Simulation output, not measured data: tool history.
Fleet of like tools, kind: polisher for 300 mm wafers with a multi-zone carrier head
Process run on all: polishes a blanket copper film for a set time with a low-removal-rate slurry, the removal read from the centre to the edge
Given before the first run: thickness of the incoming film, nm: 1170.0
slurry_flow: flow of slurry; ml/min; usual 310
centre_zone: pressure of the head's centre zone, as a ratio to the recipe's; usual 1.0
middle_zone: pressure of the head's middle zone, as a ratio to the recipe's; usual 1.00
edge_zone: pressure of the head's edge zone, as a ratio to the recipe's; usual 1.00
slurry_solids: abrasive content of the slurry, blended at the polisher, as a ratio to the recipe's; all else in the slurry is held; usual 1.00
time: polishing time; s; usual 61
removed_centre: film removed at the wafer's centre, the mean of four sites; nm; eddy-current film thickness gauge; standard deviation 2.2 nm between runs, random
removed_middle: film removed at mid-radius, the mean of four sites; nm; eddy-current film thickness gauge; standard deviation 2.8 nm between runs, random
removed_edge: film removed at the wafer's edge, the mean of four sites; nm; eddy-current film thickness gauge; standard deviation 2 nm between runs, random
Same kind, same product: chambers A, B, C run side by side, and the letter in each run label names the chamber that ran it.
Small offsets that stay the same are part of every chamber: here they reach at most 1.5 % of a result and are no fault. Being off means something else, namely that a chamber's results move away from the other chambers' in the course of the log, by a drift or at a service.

run	day	slurry_flow	centre_zone	middle_zone	edge_zone	slurry_solids	time	wafers polished on this pad	hours since the slurry nozzle was cleaned	hours since the centre zone pressure was calibrated	hours since the edge zone pressure was calibrated	removed_centre	removed_middle	removed_edge
1C	0.296	310	1.0	1.00	1.00	1.00	61	142	468.0	1022.0	249.6	217.89	215.14	216.77
# day 0.458: chamber B: worn pad replaced by a new one
2B	0.504	310	1.0	1.00	1.00	1.00	61	14	537.8	1044.9	151.3	212.99	209.49	209.63
3A	0.771	310	1.0	1.00	1.00	1.00	61	253	254.3	1022.3	456.2	210.73	209.62	211.44
4B	1.042	310	1.0	1.00	1.00	1.00	61	187	550.7	1057.8	164.2	208.91	211.02	211.39
5A	1.342	310	1.0	1.00	1.00	1.00	61	436	268.0	1036.0	469.9	216.15	214.21	211.00
6C	1.562	310	1.0	1.00	1.00	1.00	61	548	498.4	1052.4	280.0	216.10	214.56	216.09
7B	1.725	310	1.0	1.10	1.00	0.75	61	406	567.1	1074.2	180.6	199.92	221.94	197.33
8C	2.017	310	1.0	1.10	1.00	0.75	61	693	509.3	1063.3	290.9	203.89	219.46	203.52
9A	2.171	310	1.0	1.10	1.00	0.75	61	701	287.9	1055.9	489.8	204.51	219.63	197.59
10C	2.346	310	1.0	1.00	1.00	1.00	61	799	517.2	1071.2	298.8	219.50	216.33	217.41
# day 2.446: chamber B: slurry nozzle cleaned
# day 2.508: chamber B: worn pad replaced by a new one
11A	2.508	310	1.0	1.00	1.00	1.00	61	810	296.0	1064.0	497.9	211.31	210.17	208.67
# day 2.533: chamber B: centre zone pressure recalibrated
12B	2.658	310	1.1	1.00	0.89	1.00	61	48	5.1	3.1	203.0	235.16	214.11	199.99
# day 2.725: chamber A: worn pad replaced by a new one
13B	2.942	310	1.1	1.00	0.89	1.00	61	139	11.9	9.9	209.8	236.37	213.81	197.73
14C	3.204	310	1.1	1.00	0.89	1.00	61	1074	537.8	1091.8	319.4	239.47	214.29	203.02
15A	3.396	310	1.0	1.00	1.00	1.00	61	215	317.3	1085.3	519.2	216.05	212.30	211.87
16C	3.671	310	1.0	1.00	1.00	1.00	61	1223	549.0	1103.0	330.6	211.52	215.34	213.86
17B	4.012	310	1.0	1.00	1.00	1.00	61	482	37.6	35.6	235.5	213.39	214.92	212.44
# day 4.088: chamber B: worn pad replaced by a new one
18A	4.162	310	1.0	1.00	1.00	1.00	61	461	335.7	1103.7	537.6	212.87	207.94	210.49
19B	4.479	310	1.0	1.00	1.00	1.00	61	126	48.8	46.8	246.7	212.84	212.33	212.82
# day 4.596: chamber C: centre zone pressure recalibrated
20A	4.638	310	1.0	1.00	0.89	1.00	73	613	347.1	1115.1	549.0	254.03	257.71	236.03
21C	4.929	310	1.0	1.00	0.89	1.00	73	1627	579.2	8.0	360.8	259.65	256.52	241.89
# day 4.967: chamber A: worn pad replaced by a new one
# day 5.104: chamber C: worn pad replaced by a new one
22A	5.167	310	1.0	1.00	0.89	1.00	73	65	359.8	1127.8	561.7	260.08	252.15	240.05
23B	5.433	310	1.0	1.00	1.00	1.00	61	432	71.7	69.7	269.6	214.47	209.69	215.83
24C	5.633	310	1.0	1.00	1.00	1.00	61	170	596.1	24.9	377.7	213.78	216.71	214.49
25B	5.842	310	1.0	1.00	1.00	1.00	61	563	81.5	79.5	279.4	212.33	210.31	214.30
# day 5.879: chamber A: centre zone pressure recalibrated
# day 6.125: chamber B: worn pad replaced by a new one
26C	6.125	310	1.0	1.00	1.00	1.00	61	327	607.9	36.7	389.5	214.00	213.57	212.90
27A	6.433	310	1.0	1.00	1.00	1.00	61	471	390.2	13.4	592.1	238.87	213.53	212.54
28A	6.775	310	1.0	1.00	1.00	1.00	61	580	398.4	21.6	600.3	241.07	210.38	212.29
29B	6.988	310	1.0	1.00	1.00	1.20	76	276	109.0	107.0	306.9	276.53	268.74	276.78
30C	7.242	310	1.0	1.00	1.00	1.20	76	685	634.7	63.5	416.3	284.07	279.86	275.81
31B	7.462	310	1.0	1.00	1.00	1.20	76	429	120.4	118.4	318.3	278.65	281.63	278.03
32C	7.667	310	1.0	1.00	1.00	1.00	61	821	644.9	73.7	426.5	211.26	213.05	211.56
# day 7.738: chamber A: worn pad replaced by a new one
33A	7.946	310	1.0	1.00	1.00	1.00	61	67	426.5	49.7	628.4	237.50	212.21	209.68
# day 8.108: chamber B: worn pad replaced by a new one
34C	8.112	210	1.0	0.91	1.00	1.00	61	964	655.6	84.4	437.2	208.98	190.36	206.21
35A	8.421	210	1.0	0.91	1.00	1.00	61	220	437.9	61.1	639.8	222.60	183.46	203.27
36B	8.725	210	1.0	0.91	1.00	1.00	61	198	150.7	148.7	348.6	202.08	188.97	205.37
37A	8.904	310	1.0	1.00	1.00	1.00	61	374	449.5	72.7	651.4	234.47	210.89	211.20
38B	9.062	310	1.0	1.00	1.00	1.00	61	306	158.8	156.8	356.7	211.39	210.45	210.62

All chambers now run identical settings, listed one chamber a line with results as question marks. What results will each chamber show?
39A	9.308	310	1.0	1.00	0.93	1.00	61					?	?	?
39B	9.308	310	1.0	1.00	0.93	1.00	61					?	?	?
39C	9.308	310	1.0	1.00	0.93	1.00	61					?	?	?

run	removed_centre	removed_middle	removed_edge
39A	233.13	212.42	203.24
39B	208.62	216.20	206.01
39C	219.12	213.03	207.27
